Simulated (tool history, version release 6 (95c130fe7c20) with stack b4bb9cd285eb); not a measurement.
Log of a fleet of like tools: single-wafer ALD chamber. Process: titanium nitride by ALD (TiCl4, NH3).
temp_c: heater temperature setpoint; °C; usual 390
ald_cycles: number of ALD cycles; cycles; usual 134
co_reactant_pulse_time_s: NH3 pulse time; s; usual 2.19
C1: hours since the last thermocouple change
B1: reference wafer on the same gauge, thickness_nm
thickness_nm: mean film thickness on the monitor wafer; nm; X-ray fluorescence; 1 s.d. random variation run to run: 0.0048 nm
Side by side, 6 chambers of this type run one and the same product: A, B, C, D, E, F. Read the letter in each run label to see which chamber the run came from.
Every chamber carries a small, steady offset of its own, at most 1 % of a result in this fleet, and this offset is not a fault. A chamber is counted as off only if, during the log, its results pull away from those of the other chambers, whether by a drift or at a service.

Run 1C, hour 10.2: usual settings; C1 230.8; B1 2.9797. Result: thickness_nm 2.9666 nm.
Run 2B, hour 17.6: usual settings; C1 1663.8; B1 2.9780. Result: thickness_nm 2.9401 nm.
Run 3A, hour 23.7: usual settings; C1 738.2; B1 2.9792. Result: thickness_nm 2.9479 nm.
Run 4D, hour 29.0: usual settings; C1 740.2; B1 2.9778. Result: thickness_nm 2.9572 nm.
Run 5E, hour 39.6: usual settings; C1 260.5; B1 2.9769. Result: thickness_nm 2.9662 nm.
Run 6F, hour 49.1: usual settings; C1 742.7; B1 2.9769. Result: thickness_nm 2.9451 nm.
Run 7D, hour 54.5: usual settings; C1 765.7; B1 2.9774. Result: thickness_nm 2.9674 nm.
Run 8B, hour 59.8: usual settings; C1 1706.0; B1 2.9759. Result: thickness_nm 2.9425 nm.
Run 9C, hour 68.8: usual settings; C1 289.4; B1 2.9750. Result: thickness_nm 2.9590 nm.
Run 10E, hour 74.9: usual settings; C1 295.8; B1 2.9756. Result: thickness_nm 2.9569 nm.
Run 11F, hour 83.1: usual settings; C1 776.7; B1 2.9751. Result: thickness_nm 2.9475 nm.
Run 12A, hour 90.1: usual settings but temp_c 383 °C; C1 804.6; B1 2.9746. Result: thickness_nm 2.9373 nm.
Run 13C, hour 95.8: usual settings but temp_c 383 °C; C1 316.4; B1 2.9743. Result: thickness_nm 2.9432 nm.
Run 14E, hour 104.0: usual settings but temp_c 383 °C; C1 324.9; B1 2.9745. Result: thickness_nm 2.9475 nm.
Run 15F, hour 113.5: usual settings but temp_c 383 °C; C1 807.1; B1 2.9731. Result: thickness_nm 2.9290 nm.
Run 16D, hour 119.9: usual settings but temp_c 383 °C; C1 831.1; B1 2.9735. Result: thickness_nm 2.9414 nm.
Run 17B, hour 128.5: usual settings but temp_c 383 °C; C1 1774.7; B1 2.9731. Result: thickness_nm 2.9174 nm.
Run 18A, hour 137.9: usual settings; C1 852.4; B1 2.9719. Result: thickness_nm 2.9423 nm.
Run 19D, hour 147.5: usual settings but ald_cycles 117 cycles, co_reactant_pulse_time_s 2.54 s; C1 858.7; B1 2.9710. Result: thickness_nm 2.5930 nm.
Run 20A, hour 155.7: usual settings but ald_cycles 117 cycles, co_reactant_pulse_time_s 2.54 s; C1 870.2; B1 2.9704. Result: thickness_nm 2.5890 nm.
Run 21F, hour 161.7: usual settings but ald_cycles 117 cycles, co_reactant_pulse_time_s 2.54 s; C1 855.3; B1 2.9702. Result: thickness_nm 2.5907 nm.
Run 22B, hour 167.1: usual settings but ald_cycles 117 cycles, co_reactant_pulse_time_s 2.54 s; C1 1813.3; B1 2.9708. Result: thickness_nm 2.5714 nm.
Run 23C, hour 177.9: usual settings but ald_cycles 117 cycles, co_reactant_pulse_time_s 2.54 s; C1 398.5; B1 2.9690. Result: thickness_nm 2.6002 nm.
Run 24E, hour 182.9: usual settings but ald_cycles 117 cycles, co_reactant_pulse_time_s 2.54 s; C1 403.8; B1 2.9694. Result: thickness_nm 2.6017 nm.
Run 25C, hour 188.0: usual settings; C1 408.6; B1 2.9697. Result: thickness_nm 2.9549 nm.
Run 26D, hour 193.9: usual settings; C1 905.1; B1 2.9692. Result: thickness_nm 2.9533 nm.
Run 27B, hour 200.6: usual settings; C1 1846.8; B1 2.9694. Result: thickness_nm 2.9306 nm.
Run 28F, hour 208.4: usual settings; C1 902.0; B1 2.9678. Result: thickness_nm 2.9350 nm.
Run 29A, hour 218.9: usual settings; C1 933.4; B1 2.9684. Result: thickness_nm 2.9314 nm.
Run 30E, hour 227.4: usual settings; C1 448.3; B1 2.9681. Result: thickness_nm 2.9466 nm.
At hour 232.1: chamber B: thermocouple changed; heater temperature recalibrated.
Run 31E, hour 238.1: usual settings; C1 459.0; B1 2.9657. Result: thickness_nm 2.9447 nm.
Run 32D, hour 248.0: usual settings; C1 959.2; B1 2.9661. Result: thickness_nm 2.9509 nm.
Run 33A, hour 257.2: usual settings; C1 971.7; B1 2.9644. Result: thickness_nm 2.9299 nm.
Run 34C, hour 267.8: usual settings; C1 488.4; B1 2.9623. Result: thickness_nm 2.9472 nm.
Run 35F, hour 278.8: usual settings; C1 972.4; B1 2.9625. Result: thickness_nm 2.9438 nm.
Run 36B, hour 285.3: usual settings; C1 53.2; B1 2.9610. Result: thickness_nm 2.9192 nm.
Run 37E, hour 290.1: usual settings but temp_c 396 °C, ald_cycles 150 cycles; C1 511.0; B1 2.9622. Result: thickness_nm 3.3250 nm.
Run 38D, hour 297.2: usual settings but temp_c 396 °C, ald_cycles 150 cycles; C1 1008.4; B1 2.9626. Result: thickness_nm 3.3155 nm.
Run 39B, hour 304.3: usual settings but temp_c 396 °C, ald_cycles 150 cycles; C1 72.2; B1 2.9614. Result: thickness_nm 3.2932 nm.
Run 40F, hour 311.8: usual settings but temp_c 396 °C, ald_cycles 150 cycles; C1 1005.4; B1 2.9633. Result: thickness_nm 3.2960 nm.
Run 41C, hour 320.9: usual settings but temp_c 396 °C, ald_cycles 150 cycles; C1 541.5; B1 2.9616. Result: thickness_nm 3.3201 nm.
Run 42A, hour 329.6: usual settings but temp_c 396 °C, ald_cycles 150 cycles; C1 1044.1; B1 2.9605. Result: thickness_nm 3.2965 nm.

Each of the 6 chambers runs these same settings next. Fill in every chamber's results:
Run 43A, hour 337.6: usual settings but co_reactant_pulse_time_s 2.52 s. Result: thickness_nm ?.
Run 43B, hour 337.6: usual settings but co_reactant_pulse_time_s 2.52 s. Result: thickness_nm ?.
Run 43C, hour 337.6: usual settings but co_reactant_pulse_time_s 2.52 s. Result: thickness_nm ?.
Run 43D, hour 337.6: usual settings but co_reactant_pulse_time_s 2.52 s. Result: thickness_nm ?.
Run 43E, hour 337.6: usual settings but co_reactant_pulse_time_s 2.52 s. Result: thickness_nm ?.
Run 43F, hour 337.6: usual settings but co_reactant_pulse_time_s 2.52 s. Result: thickness_nm ?.

run  thickness_nm
43A        2.9452
43B        2.9397
43C        2.9612
43D        2.9622
43E        2.9594
43F        2.9579

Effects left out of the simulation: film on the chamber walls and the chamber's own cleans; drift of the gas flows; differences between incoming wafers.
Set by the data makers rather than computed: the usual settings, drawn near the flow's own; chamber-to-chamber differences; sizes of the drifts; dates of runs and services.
